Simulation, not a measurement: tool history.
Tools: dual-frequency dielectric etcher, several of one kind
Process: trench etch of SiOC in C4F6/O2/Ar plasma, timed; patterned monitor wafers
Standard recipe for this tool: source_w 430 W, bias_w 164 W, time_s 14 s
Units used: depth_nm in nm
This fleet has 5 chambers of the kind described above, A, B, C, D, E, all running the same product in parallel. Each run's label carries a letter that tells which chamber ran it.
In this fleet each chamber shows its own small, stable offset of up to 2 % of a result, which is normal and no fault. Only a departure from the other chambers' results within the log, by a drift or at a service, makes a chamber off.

| run | hour | source_w | bias_w | time_s | read-back reference wafer on the same gauge, depth_nm | depth_nm |
|---|---|---|---|---|---|---|
| 1D | 6.0 | 430 | 164 | 14 | 23.707 | 28.650 |
| 2A | 10.5 | 430 | 164 | 14 | 23.708 | 29.024 |
| 3B | 14.5 | 430 | 164 | 14 | 23.721 | 29.034 |
| 4C | 17.9 | 430 | 164 | 14 | 23.710 | 29.050 |
| 5E | 20.8 | 430 | 164 | 14 | 23.711 | 29.248 |
| 6A | 23.6 | 430 | 164 | 14 | 23.719 | 29.043 |
|  | 24.6 | chamber C: source power generator calibrated |
| 7B | 28.0 | 430 | 164 | 14 | 23.718 | 29.100 |
| 8D | 31.3 | 430 | 164 | 14 | 23.725 | 28.699 |
| 9C | 36.6 | 430 | 140 | 14 | 23.721 | 27.673 |
| 10E | 39.6 | 430 | 140 | 14 | 23.725 | 27.908 |
| 11A | 45.6 | 430 | 140 | 14 | 23.735 | 27.624 |
| 12E | 50.4 | 430 | 140 | 14 | 23.730 | 27.886 |
| 13B | 56.5 | 430 | 140 | 14 | 23.731 | 27.810 |
| 14D | 61.1 | 430 | 164 | 14 | 23.739 | 28.653 |
| 15C | 64.3 | 430 | 164 | 14 | 23.746 | 29.071 |
| 16B | 68.6 | 430 | 164 | 14 | 23.749 | 29.158 |
|  | 68.7 | chamber D: source power generator calibrated |
| 17C | 73.5 | 430 | 164 | 14 | 23.749 | 29.040 |
| 18A | 77.8 | 430 | 164 | 14 | 23.756 | 29.063 |
| 19D | 83.8 | 430 | 164 | 14 | 23.759 | 28.688 |
| 20E | 89.5 | 430 | 164 | 14 | 23.769 | 29.326 |
| 21E | 94.0 | 430 | 164 | 14 | 23.764 | 29.338 |
| 22A | 99.6 | 430 | 164 | 14 | 23.773 | 29.107 |
| 23B | 102.9 | 430 | 164 | 14 | 23.764 | 29.163 |
| 24D | 108.0 | 430 | 164 | 14 | 23.767 | 28.763 |
|  | 112.9 | chamber C: wet clean of the chamber |
| 25C | 113.0 | 430 | 164 | 14 | 23.775 | 29.068 |
| 26B | 118.4 | 430 | 164 | 14 | 23.779 | 29.123 |
| 27D | 123.0 | 430 | 140 | 14 | 23.790 | 27.357 |
| 28A | 126.4 | 430 | 140 | 14 | 23.796 | 27.752 |
| 29E | 131.1 | 430 | 140 | 14 | 23.789 | 27.942 |
| 30C | 136.6 | 430 | 140 | 14 | 23.795 | 27.783 |
|  | 139.9 | chamber B: wet clean of the chamber |
| 31B | 141.4 | 430 | 140 | 14 | 23.794 | 27.837 |
| 32E | 144.3 | 430 | 164 | 14 | 23.802 | 29.314 |
| 33C | 150.1 | 430 | 164 | 14 | 23.808 | 29.072 |
| 34A | 154.8 | 430 | 164 | 14 | 23.804 | 29.175 |
| 35D | 159.6 | 430 | 164 | 14 | 23.813 | 28.718 |
| 36C | 164.8 | 430 | 164 | 14 | 23.814 | 29.086 |
| 37D | 168.1 | 430 | 164 | 14 | 23.824 | 28.775 |
| 38E | 173.4 | 430 | 164 | 14 | 23.812 | 29.392 |
| 39B | 177.1 | 430 | 164 | 14 | 23.814 | 29.241 |

One chamber off, gauge drift, or nothing amiss beyond the chambers' own small offsets? If it is a chamber, which one, and what is the likeliest cause?

None of the chambers is off. What moves is the gauge, dragging all their readings along together.
Cause: gauge reads high (%) = 0.52.
